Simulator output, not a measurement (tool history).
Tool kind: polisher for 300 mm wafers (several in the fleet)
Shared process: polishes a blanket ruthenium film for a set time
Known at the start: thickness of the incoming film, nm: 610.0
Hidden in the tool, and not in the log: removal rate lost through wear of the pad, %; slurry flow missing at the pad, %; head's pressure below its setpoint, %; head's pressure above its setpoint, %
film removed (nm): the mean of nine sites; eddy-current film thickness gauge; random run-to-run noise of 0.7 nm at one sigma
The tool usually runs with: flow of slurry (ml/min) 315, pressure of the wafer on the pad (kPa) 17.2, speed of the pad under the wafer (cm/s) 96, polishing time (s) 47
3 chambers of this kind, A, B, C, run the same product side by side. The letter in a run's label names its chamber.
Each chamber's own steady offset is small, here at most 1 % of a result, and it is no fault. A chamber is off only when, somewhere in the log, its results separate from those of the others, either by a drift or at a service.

run,day,flow of slurry (ml/min),pressure of the wafer on the pad (kPa),speed of the pad under the wafer (cm/s),polishing time (s),wafers polished on this pad,hours since the slurry nozzle was cleaned,hours since the head pressure was calibrated,film removed (nm)
1A,0.317,315,17.2,96,47,688,327.3,237.6,55.462
# day 0.346: chamber B: worn pad replaced by a new one
2B,0.742,315,17.2,96,47,114,307.6,816.6,54.548
# day 0.896: chamber C: worn pad replaced by a new one
3C,1.308,315,17.2,96,47,118,629.2,297.3,54.956
# day 1.504: chamber A: worn pad replaced by a new one
4B,1.633,315,17.2,96,47,371,329.0,838.0,54.339
5C,1.892,315,17.2,96,47,286,643.2,311.3,54.634
6A,2.417,315,17.2,96,47,263,377.7,288.0,56.250
# day 2.642: chamber B: worn pad replaced by a new one
7C,2.929,315,17.2,96,47,585,668.1,336.2,54.516
8A,3.496,315,17.2,96,47,574,403.6,313.9,54.488
# day 3.788: chamber C: head pressure recalibrated
9B,3.833,315,17.2,96,47,343,381.8,890.8,54.908
10B,4.225,315,17.2,96,47,456,391.2,900.2,53.372
# day 4.392: chamber C: worn pad replaced by a new one
11C,4.671,315,17.2,96,47,81,709.9,21.3,55.532
# day 4.871: chamber A: worn pad replaced by a new one
# day 5.050: chamber B: worn pad replaced by a new one
12A,5.088,315,17.2,96,47,63,441.8,352.1,53.882
13C,5.417,315,17.2,96,47,296,727.8,39.2,54.403
14B,5.879,315,17.2,96,47,239,430.9,939.9,53.981
15A,6.183,315,17.2,96,47,378,468.1,378.4,53.387
16B,6.492,315,17.2,96,47,416,445.6,954.6,54.472
17C,6.929,400,17.2,76,47,731,764.1,75.5,43.459
# day 7.300: chamber A: slurry nozzle cleaned
18A,7.467,400,17.2,76,47,748,4.0,409.2,42.552
# day 7.992: chamber B: worn pad replaced by a new one
19C,8.058,400,17.2,76,47,1056,791.2,102.6,44.326
20A,8.512,315,17.2,96,47,1049,29.1,434.3,51.116
# day 8.521: chamber C: worn pad replaced by a new one
# day 8.588: chamber A: worn pad replaced by a new one
21B,8.783,315,17.2,96,47,228,500.6,1009.6,54.024
22A,9.042,315,17.2,96,47,130,41.8,447.0,51.365
23B,9.421,315,17.2,96,40,411,515.9,1024.9,45.652
24C,9.942,315,17.2,96,40,409,836.4,147.8,46.955
25B,10.433,315,17.2,96,40,703,540.2,1049.2,46.385
# day 10.454: chamber B: worn pad replaced by a new one
26C,10.921,315,17.2,96,47,691,859.9,171.3,54.974
# day 10.925: chamber B: head pressure recalibrated
27A,11.238,315,17.2,96,47,763,94.5,499.7,50.044
28A,11.783,315,17.2,96,47,920,107.6,512.8,49.127
# day 12.033: chamber C: worn pad replaced by a new one
29C,12.150,315,17.2,96,47,33,889.4,200.8,55.279
30B,12.508,315,17.2,96,47,592,590.0,38.0,54.490
31A,12.888,315,17.2,96,47,1238,134.1,539.3,49.427

Next, every chamber runs the same settings. What will each give?
32A,13.312,315,17.2,96,56,,,,?
32B,13.312,315,17.2,96,56,,,,?
32C,13.312,315,17.2,96,56,,,,?

run,film removed (nm)
32A,59.003
32B,65.342
32C,64.051
